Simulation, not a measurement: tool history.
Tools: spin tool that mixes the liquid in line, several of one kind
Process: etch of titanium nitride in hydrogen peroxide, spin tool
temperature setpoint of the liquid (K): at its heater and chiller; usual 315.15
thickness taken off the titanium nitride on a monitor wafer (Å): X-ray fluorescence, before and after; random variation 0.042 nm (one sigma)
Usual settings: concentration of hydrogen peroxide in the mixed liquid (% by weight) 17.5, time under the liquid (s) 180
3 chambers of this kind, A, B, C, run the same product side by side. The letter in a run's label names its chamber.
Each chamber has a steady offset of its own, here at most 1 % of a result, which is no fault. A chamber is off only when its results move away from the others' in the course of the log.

run,hour,temperature setpoint of the liquid (K),concentration of hydrogen peroxide in the mixed liquid (% by weight),time under the liquid (s),hours since the thermometer was replaced,hours since the peroxide flow meter was replaced,hours since the heated supply line was repaired,hours since the drum of peroxide was connected,"read-back film thickness of the titanium nitride reference wafer, read on the same gauge (nm)",thickness taken off the titanium nitride on a monitor wafer (Å)
1A,9.7,315.15,17.5,180,1363.0,1503.1,2305.4,157.8,110.04,58.829
2C,23.2,315.15,17.5,180,994.7,891.6,1994.8,1071.6,109.99,57.535
3B,35.3,315.15,17.5,180,322.9,91.2,2752.8,328.7,110.01,57.066
4B,44.8,315.15,17.5,180,332.4,100.7,2762.3,338.2,110.03,57.471
5C,52.2,315.15,17.5,180,1023.7,920.6,2023.8,1100.6,109.98,57.092
6A,62.8,315.15,17.5,180,1416.1,1556.2,2358.5,210.9,110.01,57.300
7B,78.5,315.15,17.5,180,366.1,134.4,2796.0,371.9,109.98,58.022
8C,89.4,315.15,17.5,180,1060.9,957.8,2061.0,1137.8,109.97,57.453
9A,104.6,322.15,17.5,180,1457.9,1598.0,2400.3,252.7,109.98,98.549
10B,115.6,322.15,17.5,180,403.2,171.5,2833.1,409.0,109.96,96.101
11C,122.6,322.15,17.5,180,1094.1,991.0,2094.2,1171.0,110.06,94.248
12A,136.8,315.15,17.5,180,1490.1,1630.2,2432.5,284.9,109.99,57.893
13C,144.7,315.15,17.5,260,1116.2,1013.1,2116.3,1193.1,110.03,83.142
14A,153.8,315.15,17.5,260,1507.1,1647.2,2449.5,301.9,109.99,82.837
# hour 162.2: chamber C: new drum of peroxide connected
15B,162.5,315.15,17.5,260,450.1,218.4,2880.0,455.9,110.02,82.624
16C,171.0,315.15,17.5,180,1142.5,1039.4,2142.6,8.9,109.98,56.969
17B,177.9,315.15,17.5,180,465.5,233.8,2895.4,471.3,109.99,56.754
18A,191.5,315.15,17.5,180,1544.8,1684.9,2487.2,339.6,110.00,57.761
19C,205.1,315.15,17.5,180,1176.6,1073.5,2176.7,43.0,110.01,57.425
# hour 216.5: chamber A: peroxide flow meter replaced
20A,216.6,315.15,17.5,180,1569.9,0.2,2512.3,364.7,110.05,57.657
21B,229.0,315.15,17.5,180,516.6,284.9,2946.5,522.4,110.04,57.443
22C,242.2,315.15,17.5,180,1213.7,1110.6,2213.8,80.1,110.02,57.415
23A,253.3,315.15,17.5,180,1606.6,36.9,2549.0,401.4,110.00,58.823
# hour 259.8: chamber B: heated supply line repaired
24B,260.6,315.15,17.5,180,548.2,316.5,0.8,554.0,110.01,57.414
25B,268.4,315.15,17.5,180,556.0,324.3,8.6,561.8,109.99,58.078
26A,281.7,315.15,17.5,180,1635.0,65.3,2577.4,429.8,109.97,58.956
27C,293.5,315.15,17.5,180,1265.0,1161.9,2265.1,131.4,109.97,57.639
28B,305.4,315.15,17.5,180,593.0,361.3,45.6,598.8,110.00,58.190
29C,318.1,315.15,17.5,180,1289.6,1186.5,2289.7,156.0,110.03,57.354
30A,333.8,315.15,17.5,180,1687.1,117.4,2629.5,481.9,110.01,59.244
31A,348.3,315.15,17.5,180,1701.6,131.9,2644.0,496.4,110.00,59.276
32B,362.2,315.15,17.5,180,649.8,418.1,102.4,655.6,109.94,57.181
33C,372.6,315.15,17.5,180,1344.1,1241.0,2344.2,210.5,110.03,57.463
34A,382.0,315.15,17.5,180,1735.3,165.6,2677.7,530.1,110.03,60.314
35C,390.6,315.15,17.5,180,1362.1,1259.0,2362.2,228.5,109.97,58.131
# hour 395.2: chamber A: heated supply line repaired
36B,402.3,315.15,17.5,180,689.9,458.2,142.5,695.7,110.00,57.405
37B,413.8,315.15,17.5,180,701.4,469.7,154.0,707.2,110.04,57.881
38C,427.8,315.15,17.5,180,1399.3,1296.2,2399.4,265.7,109.96,56.878
39A,440.6,315.15,17.5,180,1793.9,224.2,45.5,588.7,110.01,60.386
40C,448.4,315.15,17.5,235,1419.9,1316.8,2420.0,286.3,110.01,74.550
41B,459.0,315.15,17.5,235,746.6,514.9,199.2,752.4,109.97,75.790
42A,472.5,315.15,17.5,235,1825.8,256.1,77.4,620.6,110.00,80.194

Next, every chamber runs the same settings. What will each give?
43A,483.9,315.15,17.5,180,,,,,,?
43B,483.9,315.15,17.5,180,,,,,,?
43C,483.9,315.15,17.5,180,,,,,,?

run,thickness taken off the titanium nitride on a monitor wafer (Å)
43A,60.189
43B,58.047
43C,56.359

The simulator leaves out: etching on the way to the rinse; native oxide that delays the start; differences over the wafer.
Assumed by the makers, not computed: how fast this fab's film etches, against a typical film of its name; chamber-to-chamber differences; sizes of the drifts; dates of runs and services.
